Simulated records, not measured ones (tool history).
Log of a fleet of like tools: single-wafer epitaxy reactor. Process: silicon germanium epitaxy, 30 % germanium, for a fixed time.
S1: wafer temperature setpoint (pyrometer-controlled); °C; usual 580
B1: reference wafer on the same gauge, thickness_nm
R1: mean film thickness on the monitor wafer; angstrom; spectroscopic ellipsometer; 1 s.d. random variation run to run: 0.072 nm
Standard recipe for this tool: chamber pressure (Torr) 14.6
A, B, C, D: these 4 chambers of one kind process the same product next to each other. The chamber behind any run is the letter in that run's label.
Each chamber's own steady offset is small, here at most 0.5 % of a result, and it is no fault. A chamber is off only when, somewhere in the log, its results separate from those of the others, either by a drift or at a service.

{"run": "1D", "hour": 5.2, "S1": 580, "chamber pressure (Torr)": 14.6, "B1": 36.305, "R1": 356.81}
{"run": "2C", "hour": 15.1, "S1": 580, "chamber pressure (Torr)": 14.6, "B1": 36.291, "R1": 358.5}
{"run": "3B", "hour": 23.0, "S1": 580, "chamber pressure (Torr)": 14.6, "B1": 36.297, "R1": 358.06}
{"run": "4A", "hour": 30.2, "S1": 580, "chamber pressure (Torr)": 14.6, "B1": 36.301, "R1": 357.2}
{"run": "5B", "hour": 36.2, "S1": 580, "chamber pressure (Torr)": 14.6, "B1": 36.304, "R1": 357.69}
{"run": "6A", "hour": 43.5, "S1": 569, "chamber pressure (Torr)": 14.6, "B1": 36.313, "R1": 286.83}
{"run": "7D", "hour": 53.8, "S1": 569, "chamber pressure (Torr)": 14.6, "B1": 36.296, "R1": 287.93}
{"run": "8C", "hour": 63.9, "S1": 569, "chamber pressure (Torr)": 14.6, "B1": 36.31, "R1": 288.72}
{"run": "9D", "hour": 71.0, "S1": 569, "chamber pressure (Torr)": 14.6, "B1": 36.308, "R1": 287.22}
{"run": "10B", "hour": 77.1, "S1": 580, "chamber pressure (Torr)": 14.6, "B1": 36.287, "R1": 358.09}
{"run": "11A", "hour": 88.2, "S1": 580, "chamber pressure (Torr)": 13.3, "B1": 36.305, "R1": 344.04}
{"run": "12C", "hour": 93.8, "S1": 580, "chamber pressure (Torr)": 13.3, "B1": 36.298, "R1": 346.17}
{"run": "13C", "hour": 103.0, "S1": 580, "chamber pressure (Torr)": 13.3, "B1": 36.297, "R1": 345.37}
{"run": "14D", "hour": 110.8, "S1": 580, "chamber pressure (Torr)": 13.3, "B1": 36.308, "R1": 343.51}
{"run": "15A", "hour": 119.3, "S1": 591, "chamber pressure (Torr)": 15.7, "B1": 36.299, "R1": 453.72}
{"run": "16B", "hour": 129.4, "S1": 591, "chamber pressure (Torr)": 15.7, "B1": 36.285, "R1": 455.88}
{"run": "17D", "hour": 136.5, "S1": 591, "chamber pressure (Torr)": 15.7, "B1": 36.301, "R1": 453.27}
{"run": "18A", "hour": 147.0, "S1": 591, "chamber pressure (Torr)": 15.7, "B1": 36.311, "R1": 453.38}
{"run": "19C", "hour": 155.3, "S1": 580, "chamber pressure (Torr)": 14.6, "B1": 36.316, "R1": 357.33}
{"run": "20B", "hour": 164.4, "S1": 580, "chamber pressure (Torr)": 14.6, "B1": 36.315, "R1": 358.6}
{"run": "21A", "hour": 174.7, "S1": 580, "chamber pressure (Torr)": 14.6, "B1": 36.305, "R1": 356.64}
{"run": "22D", "hour": 182.2, "S1": 580, "chamber pressure (Torr)": 14.6, "B1": 36.321, "R1": 356.61}
{"run": "23C", "hour": 188.0, "S1": 580, "chamber pressure (Torr)": 14.6, "B1": 36.317, "R1": 358.69}
{"run": "24B", "hour": 195.2, "S1": 580, "chamber pressure (Torr)": 14.6, "B1": 36.302, "R1": 358.42}
{"run": "25D", "hour": 204.0, "S1": 580, "chamber pressure (Torr)": 14.6, "B1": 36.294, "R1": 356.63}
{"run": "26C", "hour": 213.6, "S1": 580, "chamber pressure (Torr)": 14.6, "B1": 36.302, "R1": 359.2}
{"run": "27B", "hour": 222.8, "S1": 580, "chamber pressure (Torr)": 14.6, "B1": 36.329, "R1": 357.48}
{"run": "28A", "hour": 228.8, "S1": 580, "chamber pressure (Torr)": 14.6, "B1": 36.313, "R1": 355.73}
{"run": "29B", "hour": 238.2, "S1": 587, "chamber pressure (Torr)": 14.6, "B1": 36.315, "R1": 408.22}
{"run": "30A", "hour": 248.9, "S1": 587, "chamber pressure (Torr)": 14.6, "B1": 36.3, "R1": 406.69}

Each of the 4 chambers runs these same settings next. Fill in every chamber's results:
{"run": "31A", "hour": 257.0, "S1": 580, "chamber pressure (Torr)": 14.6, "R1": "?"}
{"run": "31B", "hour": 257.0, "S1": 580, "chamber pressure (Torr)": 14.6, "R1": "?"}
{"run": "31C", "hour": 257.0, "S1": 580, "chamber pressure (Torr)": 14.6, "R1": "?"}
{"run": "31D", "hour": 257.0, "S1": 580, "chamber pressure (Torr)": 14.6, "R1": "?"}

run=31A R1=357.41
run=31B R1=356.74
run=31C R1=359.06
run=31D R1=357.42

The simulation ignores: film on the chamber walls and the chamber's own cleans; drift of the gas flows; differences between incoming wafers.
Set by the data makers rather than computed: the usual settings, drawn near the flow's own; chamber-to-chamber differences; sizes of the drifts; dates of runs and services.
